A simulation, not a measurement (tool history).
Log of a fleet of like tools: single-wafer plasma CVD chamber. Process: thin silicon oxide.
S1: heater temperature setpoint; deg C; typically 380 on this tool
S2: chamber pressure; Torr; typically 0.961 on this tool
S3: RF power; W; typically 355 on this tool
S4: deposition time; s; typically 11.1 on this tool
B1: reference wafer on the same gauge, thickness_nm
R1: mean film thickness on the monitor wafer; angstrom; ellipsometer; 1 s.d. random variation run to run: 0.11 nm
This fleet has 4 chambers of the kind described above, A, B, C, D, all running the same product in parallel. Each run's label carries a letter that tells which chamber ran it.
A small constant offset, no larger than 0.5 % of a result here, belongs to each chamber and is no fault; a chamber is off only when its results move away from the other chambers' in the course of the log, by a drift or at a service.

run 1D hour=6.4 | S1=380 S2=0.961 S3=355 S4=11.1 | B1=24.691 | R1=259.43
run 2C hour=13.4 | S1=380 S2=0.961 S3=355 S4=11.1 | B1=24.709 | R1=258.97
run 3B hour=18.5 | S1=380 S2=0.961 S3=355 S4=11.1 | B1=24.688 | R1=258.12
run 4A hour=23.5 | S1=380 S2=0.961 S3=355 S4=11.1 | B1=24.726 | R1=258.55
run 5D hour=30.1 | S1=380 S2=0.961 S3=355 S4=11.1 | B1=24.685 | R1=257.91
run 6A hour=34.9 | S1=380 S2=0.961 S3=355 S4=11.1 | B1=24.706 | R1=257.71
run 7C hour=41.6 | S1=380 S2=0.961 S3=355 S4=11.1 | B1=24.698 | R1=259.53
run 8B hour=45.9 | S1=380 S2=0.961 S3=355 S4=11.1 | B1=24.696 | R1=257.32
run 9C hour=51.8 | S1=380 S2=0.961 S3=355 S4=11.1 | B1=24.733 | R1=259.31
run 10A hour=57.3 | S1=380 S2=0.961 S3=355 S4=11.1 | B1=24.686 | R1=254.89
run 11B hour=60.5 | S1=380 S2=0.961 S3=355 S4=11.1 | B1=24.699 | R1=260.44
run 12D hour=66.4 | S1=380 S2=0.961 S3=355 S4=11.1 | B1=24.700 | R1=257.49
run 13B hour=71.8 | S1=389 S2=0.961 S3=355 S4=9.5 | B1=24.679 | R1=219.75
-- hour=76.1 chamber D: RF generator calibrated
run 14D hour=78.4 | S1=389 S2=0.961 S3=355 S4=9.5 | B1=24.702 | R1=222.18
run 15C hour=83.4 | S1=389 S2=0.961 S3=355 S4=9.5 | B1=24.696 | R1=218.17
run 16A hour=87.7 | S1=389 S2=0.961 S3=355 S4=9.5 | B1=24.709 | R1=212.87
run 17D hour=92.0 | S1=380 S2=0.961 S3=355 S4=11.1 | B1=24.713 | R1=259.16
run 18C hour=97.4 | S1=380 S2=0.961 S3=355 S4=11.1 | B1=24.713 | R1=258.26
run 19A hour=101.3 | S1=380 S2=0.961 S3=355 S4=11.1 | B1=24.704 | R1=247.85
-- hour=106.8 chamber A: thermocouple changed; heater temperature recalibrated
run 20B hour=107.9 | S1=380 S2=0.961 S3=355 S4=11.1 | B1=24.697 | R1=261.06
run 21B hour=111.1 | S1=380 S2=0.961 S3=355 S4=11.1 | B1=24.698 | R1=257.37
run 22C hour=114.5 | S1=380 S2=0.961 S3=355 S4=11.1 | B1=24.706 | R1=258.72
run 23D hour=118.0 | S1=380 S2=0.961 S3=355 S4=11.1 | B1=24.685 | R1=259.10
run 24A hour=121.9 | S1=380 S2=0.961 S3=355 S4=11.1 | B1=24.702 | R1=246.88
run 25B hour=126.4 | S1=380 S2=0.961 S3=355 S4=11.1 | B1=24.704 | R1=259.37
run 26A hour=131.3 | S1=380 S2=0.961 S3=355 S4=11.1 | B1=24.717 | R1=246.67

Does one chamber stand apart from the rest, does the shared gauge drift, or is all well apart from small per-chamber offsets? Give the chamber and the most likely cause, where there is one.

Chamber A drifts away from the others.
Most likely cause: true pressure below the setpoint (%) = 5.83.

Here are 4 candidates for chamber A's next run, each the usual settings with a change, their results left as question marks. Which one brings its results back in line with what the others give on the usual settings?
In-line tolerance around the mean of the other chambers on the usual settings: R1 3.80 angstrom
run 27A-1 hour=136.5 | S1=380 S2=0.901 S3=355 S4=11.1 | R1=?
run 27A-2 hour=136.5 | S1=380 S2=0.961 S3=370 S4=12.2 | R1=?
run 27A-3 hour=136.5 | S1=380 S2=0.858 S3=345 S4=11.1 | R1=?
run 27A-4 hour=136.5 | S1=380 S2=0.961 S3=355 S4=11.7 | R1=?

Mean of the other chambers on the usual settings: R1 259.14 angstrom
run=27A-1 R1=232.77
run=27A-2 R1=274.10
run=27A-3 R1=220.43
run=27A-4 R1=259.01
With 27A-4, the chamber falls back in line with the rest.

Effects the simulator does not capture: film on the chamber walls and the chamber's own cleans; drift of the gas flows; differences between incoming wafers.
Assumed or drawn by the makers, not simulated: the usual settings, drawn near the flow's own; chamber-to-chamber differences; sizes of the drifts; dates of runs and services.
